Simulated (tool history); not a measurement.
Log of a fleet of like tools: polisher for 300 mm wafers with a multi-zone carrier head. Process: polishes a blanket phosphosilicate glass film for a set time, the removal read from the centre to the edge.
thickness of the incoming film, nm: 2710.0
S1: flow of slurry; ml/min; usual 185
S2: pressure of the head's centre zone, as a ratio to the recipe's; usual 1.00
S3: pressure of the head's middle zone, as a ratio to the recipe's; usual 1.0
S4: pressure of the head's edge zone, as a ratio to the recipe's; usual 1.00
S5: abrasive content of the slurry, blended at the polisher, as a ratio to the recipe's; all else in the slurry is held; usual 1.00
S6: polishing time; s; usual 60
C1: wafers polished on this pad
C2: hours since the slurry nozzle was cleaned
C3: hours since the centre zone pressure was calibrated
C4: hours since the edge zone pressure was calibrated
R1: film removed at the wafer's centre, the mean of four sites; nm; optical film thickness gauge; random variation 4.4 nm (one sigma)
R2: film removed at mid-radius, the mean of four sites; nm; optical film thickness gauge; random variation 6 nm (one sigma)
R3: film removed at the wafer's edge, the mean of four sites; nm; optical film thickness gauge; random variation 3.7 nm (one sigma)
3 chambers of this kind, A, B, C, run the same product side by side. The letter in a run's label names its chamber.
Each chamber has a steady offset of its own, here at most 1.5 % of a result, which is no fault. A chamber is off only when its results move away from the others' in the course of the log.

{"hour": 6.4, "done": "chamber A: edge zone pressure recalibrated"}
{"run": "1A", "hour": 8.6, "S1": 185, "S2": 1.0, "S3": 1.0, "S4": 1.0, "S5": 1.0, "S6": 60, "C1": 213, "C2": 532.8, "C3": 160.5, "C4": 2.2, "R1": 523.23, "R2": 526.37, "R3": 523.98}
{"run": "2B", "hour": 18.5, "S1": 185, "S2": 1.0, "S3": 1.0, "S4": 1.0, "S5": 1.0, "S6": 60, "C1": 932, "C2": 382.2, "C3": 363.4, "C4": 529.2, "R1": 522.2, "R2": 524.98, "R3": 523.29}
{"hour": 22.4, "done": "chamber B: slurry nozzle cleaned"}
{"run": "3C", "hour": 31.3, "S1": 185, "S2": 1.0, "S3": 1.0, "S4": 1.0, "S5": 1.0, "S6": 60, "C1": 1218, "C2": 281.4, "C3": 138.9, "C4": 996.0, "R1": 525.5, "R2": 519.66, "R3": 528.84}
{"hour": 37.0, "done": "chamber C: worn pad replaced by a new one"}
{"run": "4A", "hour": 42.3, "S1": 185, "S2": 1.0, "S3": 1.0, "S4": 1.0, "S5": 1.0, "S6": 60, "C1": 603, "C2": 566.5, "C3": 194.2, "C4": 35.9, "R1": 518.33, "R2": 524.74, "R3": 523.86}
{"hour": 57.9, "done": "chamber B: worn pad replaced by a new one"}
{"run": "5B", "hour": 58.9, "S1": 185, "S2": 1.0, "S3": 1.0, "S4": 1.0, "S5": 1.0, "S6": 60, "C1": 12, "C2": 36.6, "C3": 403.8, "C4": 569.6, "R1": 525.23, "R2": 535.92, "R3": 526.17}
{"run": "6C", "hour": 75.3, "S1": 185, "S2": 1.0, "S3": 1.0, "S4": 1.0, "S5": 1.0, "S6": 60, "C1": 444, "C2": 325.4, "C3": 182.9, "C4": 1040.0, "R1": 535.8, "R2": 529.13, "R3": 528.97}
{"hour": 83.6, "done": "chamber A: slurry nozzle cleaned"}
{"run": "7A", "hour": 84.8, "S1": 185, "S2": 1.0, "S3": 1.0, "S4": 1.0, "S5": 1.0, "S6": 60, "C1": 1095, "C2": 1.3, "C3": 236.7, "C4": 78.4, "R1": 522.87, "R2": 526.62, "R3": 521.3}
{"hour": 89.8, "done": "chamber A: worn pad replaced by a new one"}
{"run": "8B", "hour": 98.4, "S1": 185, "S2": 1.0, "S3": 1.0, "S4": 0.89, "S5": 1.0, "S6": 60, "C1": 469, "C2": 76.1, "C3": 443.3, "C4": 609.1, "R1": 524.41, "R2": 520.44, "R3": 500.03}
{"run": "9C", "hour": 110.4, "S1": 185, "S2": 1.0, "S3": 1.0, "S4": 0.89, "S5": 1.0, "S6": 60, "C1": 851, "C2": 360.5, "C3": 218.0, "C4": 1075.1, "R1": 535.04, "R2": 517.48, "R3": 501.91}
{"run": "10A", "hour": 124.6, "S1": 185, "S2": 1.0, "S3": 1.0, "S4": 0.89, "S5": 1.0, "S6": 60, "C1": 404, "C2": 41.1, "C3": 276.5, "C4": 118.2, "R1": 517.79, "R2": 530.03, "R3": 493.97}
{"run": "11B", "hour": 138.0, "S1": 185, "S2": 1.0, "S3": 1.0, "S4": 0.9, "S5": 0.9, "S6": 60, "C1": 928, "C2": 115.7, "C3": 482.9, "C4": 648.7, "R1": 497.15, "R2": 489.65, "R3": 471.38}
{"hour": 139.1, "done": "chamber C: worn pad replaced by a new one"}
{"run": "12C", "hour": 146.7, "S1": 185, "S2": 1.0, "S3": 1.0, "S4": 0.9, "S5": 0.9, "S6": 60, "C1": 89, "C2": 396.8, "C3": 254.3, "C4": 1111.4, "R1": 502.59, "R2": 499.98, "R3": 477.66}
{"run": "13B", "hour": 158.0, "S1": 185, "S2": 1.0, "S3": 1.0, "S4": 0.9, "S5": 0.9, "S6": 60, "C1": 1159, "C2": 135.7, "C3": 502.9, "C4": 668.7, "R1": 500.12, "R2": 501.27, "R3": 466.97}
{"run": "14A", "hour": 174.3, "S1": 185, "S2": 1.0, "S3": 1.0, "S4": 1.0, "S5": 1.0, "S6": 60, "C1": 979, "C2": 90.8, "C3": 326.2, "C4": 167.9, "R1": 523.7, "R2": 537.16, "R3": 522.82}
{"hour": 178.6, "done": "chamber B: worn pad replaced by a new one"}
{"run": "15C", "hour": 184.8, "S1": 185, "S2": 1.0, "S3": 1.0, "S4": 1.0, "S5": 1.0, "S6": 60, "C1": 530, "C2": 434.9, "C3": 292.4, "C4": 1149.5, "R1": 532.02, "R2": 530.78, "R3": 527.52}
{"run": "16B", "hour": 201.1, "S1": 185, "S2": 1.0, "S3": 1.0, "S4": 1.0, "S5": 1.0, "S6": 60, "C1": 261, "C2": 178.8, "C3": 546.0, "C4": 711.8, "R1": 518.96, "R2": 534.03, "R3": 528.22}
{"hour": 201.6, "done": "chamber A: worn pad replaced by a new one"}
{"run": "17A", "hour": 216.1, "S1": 185, "S2": 1.0, "S3": 1.0, "S4": 1.0, "S5": 1.0, "S6": 60, "C1": 168, "C2": 132.6, "C3": 368.0, "C4": 209.7, "R1": 531.08, "R2": 524.12, "R3": 528.09}
{"run": "18C", "hour": 225.0, "S1": 185, "S2": 1.0, "S3": 1.0, "S4": 1.0, "S5": 1.0, "S6": 60, "C1": 995, "C2": 475.1, "C3": 332.6, "C4": 1189.7, "R1": 533.49, "R2": 522.04, "R3": 534.67}
{"run": "19B", "hour": 239.6, "S1": 185, "S2": 1.0, "S3": 1.0, "S4": 1.0, "S5": 1.0, "S6": 60, "C1": 707, "C2": 217.3, "C3": 584.5, "C4": 750.3, "R1": 514.36, "R2": 522.4, "R3": 525.23}
{"hour": 244.2, "done": "chamber C: slurry nozzle cleaned"}
{"run": "20C", "hour": 249.5, "S1": 185, "S2": 1.0, "S3": 1.0, "S4": 1.0, "S5": 1.0, "S6": 60, "C1": 1279, "C2": 5.4, "C3": 357.1, "C4": 1214.2, "R1": 533.8, "R2": 533.04, "R3": 529.35}
{"hour": 254.4, "done": "chamber C: worn pad replaced by a new one"}
{"run": "21A", "hour": 263.7, "S1": 185, "S2": 1.0, "S3": 1.0, "S4": 1.0, "S5": 1.0, "S6": 60, "C1": 720, "C2": 180.2, "C3": 415.6, "C4": 257.3, "R1": 517.69, "R2": 529.2, "R3": 525.29}
{"hour": 271.8, "done": "chamber B: worn pad replaced by a new one"}
{"run": "22C", "hour": 277.3, "S1": 210, "S2": 1.0, "S3": 1.1, "S4": 1.0, "S5": 1.0, "S6": 60, "C1": 265, "C2": 33.2, "C3": 384.9, "C4": 1242.0, "R1": 542.37, "R2": 567.62, "R3": 537.94}
{"run": "23B", "hour": 290.5, "S1": 210, "S2": 1.0, "S3": 1.1, "S4": 1.0, "S5": 1.0, "S6": 60, "C1": 216, "C2": 268.2, "C3": 635.4, "C4": 801.2, "R1": 513.55, "R2": 591.2, "R3": 537.78}
{"hour": 305.3, "done": "chamber C: edge zone pressure recalibrated"}
{"run": "24A", "hour": 306.2, "S1": 210, "S2": 1.0, "S3": 1.1, "S4": 1.0, "S5": 1.0, "S6": 60, "C1": 1212, "C2": 222.7, "C3": 458.1, "C4": 299.8, "R1": 530.38, "R2": 583.52, "R3": 534.05}
{"hour": 314.0, "done": "chamber A: worn pad replaced by a new one"}
{"run": "25C", "hour": 316.4, "S1": 185, "S2": 1.0, "S3": 1.0, "S4": 1.0, "S5": 1.0, "S6": 60, "C1": 717, "C2": 72.3, "C3": 424.0, "C4": 11.1, "R1": 533.63, "R2": 533.37, "R3": 531.11}
{"run": "26B", "hour": 332.8, "S1": 185, "S2": 1.0, "S3": 1.0, "S4": 1.0, "S5": 1.15, "S6": 60, "C1": 706, "C2": 310.5, "C3": 677.7, "C4": 843.5, "R1": 528.34, "R2": 552.41, "R3": 556.27}
{"run": "27A", "hour": 347.2, "S1": 185, "S2": 1.0, "S3": 1.0, "S4": 1.0, "S5": 1.15, "S6": 60, "C1": 384, "C2": 263.7, "C3": 499.1, "C4": 340.8, "R1": 555.39, "R2": 577.3, "R3": 557.05}
{"hour": 347.3, "done": "chamber C: worn pad replaced by a new one"}
{"run": "28A", "hour": 360.6, "S1": 185, "S2": 1.0, "S3": 1.0, "S4": 1.0, "S5": 1.15, "S6": 60, "C1": 539, "C2": 277.1, "C3": 512.5, "C4": 354.2, "R1": 552.89, "R2": 560.98, "R3": 558.9}
{"run": "29C", "hour": 375.9, "S1": 185, "S2": 1.0, "S3": 1.0, "S4": 1.0, "S5": 1.0, "S6": 60, "C1": 331, "C2": 131.8, "C3": 483.5, "C4": 70.6, "R1": 536.58, "R2": 528.83, "R3": 524.31}
{"hour": 383.1, "done": "chamber B: worn pad replaced by a new one"}
{"hour": 386.0, "done": "chamber B: slurry nozzle cleaned"}
{"run": "30B", "hour": 387.0, "S1": 185, "S2": 1.0, "S3": 1.0, "S4": 1.0, "S5": 1.0, "S6": 60, "C1": 45, "C2": 1.0, "C3": 731.9, "C4": 897.7, "R1": 493.88, "R2": 524.48, "R3": 527.55}
{"run": "31C", "hour": 396.5, "S1": 185, "S2": 1.0, "S3": 1.0, "S4": 1.0, "S5": 1.0, "S6": 60, "C1": 570, "C2": 152.4, "C3": 504.1, "C4": 91.2, "R1": 529.86, "R2": 520.3, "R3": 532.02}
{"run": "32A", "hour": 410.1, "S1": 185, "S2": 0.95, "S3": 1.0, "S4": 1.0, "S5": 1.0, "S6": 60, "C1": 1112, "C2": 326.6, "C3": 562.0, "C4": 403.7, "R1": 496.0, "R2": 528.43, "R3": 519.5}
{"hour": 414.7, "done": "chamber A: worn pad replaced by a new one"}
{"hour": 423.5, "done": "chamber C: centre zone pressure recalibrated"}
{"run": "33B", "hour": 423.9, "S1": 185, "S2": 0.95, "S3": 1.0, "S4": 1.0, "S5": 1.0, "S6": 60, "C1": 472, "C2": 37.9, "C3": 768.8, "C4": 934.6, "R1": 463.97, "R2": 522.08, "R3": 523.48}
{"hour": 424.9, "done": "chamber A: edge zone pressure recalibrated"}
{"run": "34A", "hour": 436.7, "S1": 185, "S2": 0.95, "S3": 1.0, "S4": 1.0, "S5": 1.0, "S6": 60, "C1": 255, "C2": 353.2, "C3": 588.6, "C4": 11.8, "R1": 489.93, "R2": 531.79, "R3": 522.41}
{"run": "35C", "hour": 443.8, "S1": 185, "S2": 1.0, "S3": 1.0, "S4": 1.0, "S5": 1.0, "S6": 60, "C1": 1117, "C2": 199.7, "C3": 20.3, "C4": 138.5, "R1": 535.04, "R2": 523.14, "R3": 521.16}
{"run": "36B", "hour": 452.3, "S1": 245, "S2": 1.0, "S3": 1.0, "S4": 1.08, "S5": 1.0, "S6": 60, "C1": 801, "C2": 66.3, "C3": 797.2, "C4": 963.0, "R1": 510.7, "R2": 550.12, "R3": 564.03}
{"hour": 464.0, "done": "chamber C: worn pad replaced by a new one"}
{"run": "37C", "hour": 467.5, "S1": 245, "S2": 1.0, "S3": 1.0, "S4": 1.08, "S5": 1.0, "S6": 60, "C1": 40, "C2": 223.4, "C3": 44.0, "C4": 162.2, "R1": 563.0, "R2": 554.46, "R3": 564.81}
{"hour": 475.4, "done": "chamber B: worn pad replaced by a new one"}
{"run": "38A", "hour": 481.6, "S1": 245, "S2": 1.0, "S3": 1.0, "S4": 1.08, "S5": 1.0, "S6": 60, "C1": 775, "C2": 398.1, "C3": 633.5, "C4": 56.7, "R1": 541.03, "R2": 561.87, "R3": 557.43}
{"run": "39B", "hour": 496.9, "S1": 185, "S2": 1.0, "S3": 1.0, "S4": 1.0, "S5": 1.0, "S6": 60, "C1": 249, "C2": 110.9, "C3": 841.8, "C4": 1007.6, "R1": 482.67, "R2": 522.11, "R3": 525.19}
{"run": "40C", "hour": 511.9, "S1": 185, "S2": 1.0, "S3": 1.0, "S4": 1.0, "S5": 1.0, "S6": 60, "C1": 554, "C2": 267.8, "C3": 88.4, "C4": 206.6, "R1": 530.52, "R2": 525.16, "R3": 527.97}
{"hour": 525.4, "done": "chamber A: worn pad replaced by a new one"}
{"run": "41B", "hour": 526.6, "S1": 185, "S2": 1.0, "S3": 1.0, "S4": 1.0, "S5": 1.0, "S6": 60, "C1": 593, "C2": 140.6, "C3": 871.5, "C4": 1037.3, "R1": 483.82, "R2": 529.9, "R3": 529.21}
{"run": "42A", "hour": 542.2, "S1": 220, "S2": 1.0, "S3": 1.0, "S4": 1.0, "S5": 1.15, "S6": 60, "C1": 194, "C2": 458.7, "C3": 694.1, "C4": 117.3, "R1": 579.34, "R2": 577.17, "R3": 570.4}

Is one chamber off against the others, does the gauge drift, or is nothing wrong? If a chamber is off, say which, and what the likeliest cause is.

Chamber B drifts away from the others.
Cause: centre zone's pressure below its setpoint, % = 8.58.

Here are 4 candidates for chamber B's next run, each the usual settings with a change, their results left as question marks. Which one brings its results back in line with what the others give on the usual settings?
In line means no further than this from the other chambers' mean on the usual settings: R1 16.00 nm; R2 21.00 nm; R3 13.00 nm
{"run": "43B-1", "hour": 554.1, "S1": 190, "S2": 1.07, "S3": 0.99, "S4": 0.97, "S5": 1.0, "S6": 61, "R1": "?", "R2": "?", "R3": "?"}
{"run": "43B-2", "hour": 554.1, "S1": 180, "S2": 0.93, "S3": 1.01, "S4": 1.03, "S5": 1.0, "S6": 59, "R1": "?", "R2": "?", "R3": "?"}
{"run": "43B-3", "hour": 554.1, "S1": 195, "S2": 1.14, "S3": 0.97, "S4": 0.95, "S5": 1.0, "S6": 62, "R1": "?", "R2": "?", "R3": "?"}
{"run": "43B-4", "hour": 554.1, "S1": 175, "S2": 0.87, "S3": 1.02, "S4": 1.05, "S5": 1.0, "S6": 59, "R1": "?", "R2": "?", "R3": "?"}

The other chambers' mean on the usual settings: R1 524.56 nm; R2 526.78 nm; R3 525.75 nm
run=43B-1 R1=523.02 R2=532.32 R3=527.40
run=43B-2 R1=430.20 R2=520.46 R3=523.22
run=43B-3 R1=571.65 R2=532.78 R3=531.93
run=43B-4 R1=397.76 R2=523.00 R3=526.84
43B-1 brings the chamber back in line.

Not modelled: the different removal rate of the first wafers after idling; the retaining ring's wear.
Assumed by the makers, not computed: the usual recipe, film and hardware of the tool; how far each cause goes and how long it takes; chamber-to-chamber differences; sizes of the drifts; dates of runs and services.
